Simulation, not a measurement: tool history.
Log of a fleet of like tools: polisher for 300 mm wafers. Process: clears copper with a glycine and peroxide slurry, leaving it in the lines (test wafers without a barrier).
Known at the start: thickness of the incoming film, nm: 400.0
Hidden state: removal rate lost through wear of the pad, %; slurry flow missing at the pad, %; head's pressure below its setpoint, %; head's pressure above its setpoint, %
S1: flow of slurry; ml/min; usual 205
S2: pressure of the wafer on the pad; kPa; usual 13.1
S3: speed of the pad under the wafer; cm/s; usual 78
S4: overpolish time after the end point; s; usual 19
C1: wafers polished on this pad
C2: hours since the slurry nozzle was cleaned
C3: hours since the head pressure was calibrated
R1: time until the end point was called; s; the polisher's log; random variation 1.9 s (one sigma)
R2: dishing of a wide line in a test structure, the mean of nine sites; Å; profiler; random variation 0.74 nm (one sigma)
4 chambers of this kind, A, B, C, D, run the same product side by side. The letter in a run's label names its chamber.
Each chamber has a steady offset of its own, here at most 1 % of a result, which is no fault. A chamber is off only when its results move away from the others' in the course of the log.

run 1C hour=4.9 | S1=205 S2=13.1 S3=78 S4=19 | C1=516 C2=73.9 C3=1453 | R1=130.34 R2=335.3
run 2D hour=9.6 | S1=205 S2=13.1 S3=78 S4=19 | C1=301 C2=394.2 C3=668.1 | R1=128.16 R2=309.4
run 3A hour=15.5 | S1=205 S2=13.1 S3=78 S4=19 | C1=116 C2=111.7 C3=510.7 | R1=129.51 R2=317.66
-- hour=16.9 chamber D: head pressure recalibrated
run 4B hour=21.8 | S1=205 S2=13.1 S3=78 S4=19 | C1=475 C2=143.6 C3=563 | R1=128.08 R2=311.24
run 5A hour=27.5 | S1=205 S2=13.1 S3=78 S4=19 | C1=194 C2=123.7 C3=522.7 | R1=126.86 R2=311.46
run 6C hour=35.3 | S1=205 S2=13.1 S3=78 S4=19 | C1=714 C2=104.3 C3=1483.4 | R1=129.83 R2=315.29
run 7D hour=42.2 | S1=205 S2=13.1 S3=78 S4=19 | C1=513 C2=426.8 C3=25.4 | R1=129.07 R2=306.42
run 8B hour=48.4 | S1=205 S2=13.1 S3=78 S4=19 | C1=648 C2=170.2 C3=589.6 | R1=128.03 R2=308.77
run 9C hour=52.4 | S1=205 S2=13.1 S3=78 S4=19 | C1=825 C2=121.4 C3=1500.5 | R1=127.38 R2=329.33
run 10B hour=56.7 | S1=205 S2=13.1 S3=78 S4=19 | C1=702 C2=178.5 C3=597.9 | R1=128.7 R2=310
run 11A hour=60.3 | S1=205 S2=13.1 S3=78 S4=19 | C1=407 C2=156.5 C3=555.5 | R1=126.36 R2=318.51
run 12D hour=65.1 | S1=205 S2=13.1 S3=78 S4=19 | C1=662 C2=449.7 C3=48.3 | R1=133.92 R2=297.13
run 13B hour=71.2 | S1=205 S2=13.1 S3=78 S4=15 | C1=796 C2=193 C3=612.4 | R1=129.59 R2=269.11
-- hour=74 chamber B: worn pad replaced by a new one
-- hour=76.3 chamber C: head pressure recalibrated
run 14D hour=79.1 | S1=205 S2=13.1 S3=78 S4=15 | C1=753 C2=463.7 C3=62.3 | R1=134.56 R2=268.8
run 15A hour=87.1 | S1=205 S2=13.1 S3=78 S4=15 | C1=582 C2=183.3 C3=582.3 | R1=131.8 R2=274.22
run 16C hour=94 | S1=205 S2=13.1 S3=78 S4=15 | C1=1095 C2=163 C3=17.8 | R1=128.04 R2=271.4
-- hour=98.3 chamber B: head pressure recalibrated
run 17D hour=100.3 | S1=205 S2=13.1 S3=78 S4=19 | C1=891 C2=484.9 C3=83.5 | R1=130.17 R2=308.49
run 18B hour=104 | S1=205 S2=13.1 S3=78 S4=19 | C1=195 C2=225.8 C3=5.8 | R1=130.08 R2=317.51
run 19C hour=108.6 | S1=205 S2=13.1 S3=78 S4=19 | C1=1190 C2=177.6 C3=32.4 | R1=128.07 R2=314.89
run 20A hour=116.2 | S1=170 S2=13.1 S3=58 S4=19 | C1=771 C2=212.4 C3=611.4 | R1=162.09 R2=270.06
run 21A hour=122.9 | S1=170 S2=13.1 S3=58 S4=19 | C1=814 C2=219.1 C3=618.1 | R1=161.75 R2=277.48
-- hour=128.5 chamber C: worn pad replaced by a new one
run 22C hour=129.5 | S1=170 S2=13.1 S3=58 S4=19 | C1=7 C2=198.5 C3=53.3 | R1=162.45 R2=271.37
run 23D hour=136.7 | S1=170 S2=13.1 S3=58 S4=19 | C1=1128 C2=521.3 C3=119.9 | R1=170.1 R2=277.74
run 24B hour=142.4 | S1=205 S2=13.1 S3=78 S4=19 | C1=445 C2=264.2 C3=44.2 | R1=131.62 R2=319.88
-- hour=145.8 chamber A: worn pad replaced by a new one
run 25C hour=148.6 | S1=205 S2=13.1 S3=78 S4=19 | C1=131 C2=217.6 C3=72.4 | R1=130.09 R2=322.89
run 26A hour=155.1 | S1=205 S2=13.1 S3=78 S4=19 | C1=61 C2=251.3 C3=650.3 | R1=125.34 R2=306.44
run 27B hour=159.6 | S1=205 S2=13.1 S3=78 S4=19 | C1=556 C2=281.4 C3=61.4 | R1=130.25 R2=317.18
run 28D hour=167 | S1=205 S2=13.1 S3=78 S4=19 | C1=1324 C2=551.6 C3=150.2 | R1=140.1 R2=306.05
run 29C hour=174.2 | S1=205 S2=13.1 S3=78 S4=19 | C1=297 C2=243.2 C3=98 | R1=126.58 R2=332.68
run 30D hour=179.3 | S1=205 S2=15.9 S3=78 S4=19 | C1=1404 C2=563.9 C3=162.5 | R1=121.28 R2=325.32
run 31A hour=187 | S1=205 S2=15.9 S3=78 S4=19 | C1=268 C2=283.2 C3=682.2 | R1=112.01 R2=352.16
run 32B hour=193.3 | S1=205 S2=15.9 S3=78 S4=19 | C1=776 C2=315.1 C3=95.1 | R1=113.45 R2=346.7
run 33D hour=199.9 | S1=205 S2=15.9 S3=78 S4=19 | C1=1538 C2=584.5 C3=183.1 | R1=123.34 R2=326.63
run 34C hour=205.5 | S1=205 S2=13.1 S3=78 S4=19 | C1=501 C2=274.5 C3=129.3 | R1=126.12 R2=314.5
run 35B hour=210.2 | S1=205 S2=13.1 S3=78 S4=19 | C1=885 C2=332 C3=112 | R1=130.27 R2=326.85
run 36A hour=218 | S1=205 S2=13.1 S3=78 S4=19 | C1=469 C2=314.2 C3=713.2 | R1=129.79 R2=310.87
-- hour=218.9 chamber A: slurry nozzle cleaned
run 37A hour=223.1 | S1=205 S2=13.1 S3=78 S4=19 | C1=503 C2=4.3 C3=718.3 | R1=130.51 R2=318.57
run 38B hour=230.8 | S1=205 S2=13.1 S3=78 S4=19 | C1=1019 C2=352.6 C3=132.6 | R1=128.54 R2=298.09
-- hour=233.2 chamber B: worn pad replaced by a new one
run 39D hour=237.5 | S1=205 S2=13.1 S3=78 S4=19 | C1=1783 C2=622.1 C3=220.7 | R1=142.53 R2=298.61
run 40C hour=242.1 | S1=205 S2=13.1 S3=78 S4=19 | C1=738 C2=311.1 C3=165.9 | R1=127.28 R2=338.3
run 41A hour=246.8 | S1=205 S2=13.1 S3=70 S4=13 | C1=657 C2=28 C3=742 | R1=138.2 R2=231.56
run 42B hour=252.4 | S1=205 S2=13.1 S3=70 S4=13 | C1=125 C2=374.2 C3=154.2 | R1=142.25 R2=224.71
run 43D hour=257.5 | S1=205 S2=13.1 S3=70 S4=13 | C1=1913 C2=642.1 C3=240.7 | R1=157.3 R2=213.54
run 44C hour=264.1 | S1=205 S2=13.1 S3=70 S4=13 | C1=881 C2=333.1 C3=187.9 | R1=140.41 R2=239.4

All 4 chambers run these settings next. Forecast each chamber's results:
run 45A hour=270 | S1=205 S2=13.1 S3=78 S4=10 | R1=? R2=?
run 45B hour=270 | S1=205 S2=13.1 S3=78 S4=10 | R1=? R2=?
run 45C hour=270 | S1=205 S2=13.1 S3=78 S4=10 | R1=? R2=?
run 45D hour=270 | S1=205 S2=13.1 S3=78 S4=10 | R1=? R2=?

run=45A R1=125.59 R2=198.84
run=45B R1=130.44 R2=195.49
run=45C R1=130.02 R2=207.22
run=45D R1=146.97 R2=179.57

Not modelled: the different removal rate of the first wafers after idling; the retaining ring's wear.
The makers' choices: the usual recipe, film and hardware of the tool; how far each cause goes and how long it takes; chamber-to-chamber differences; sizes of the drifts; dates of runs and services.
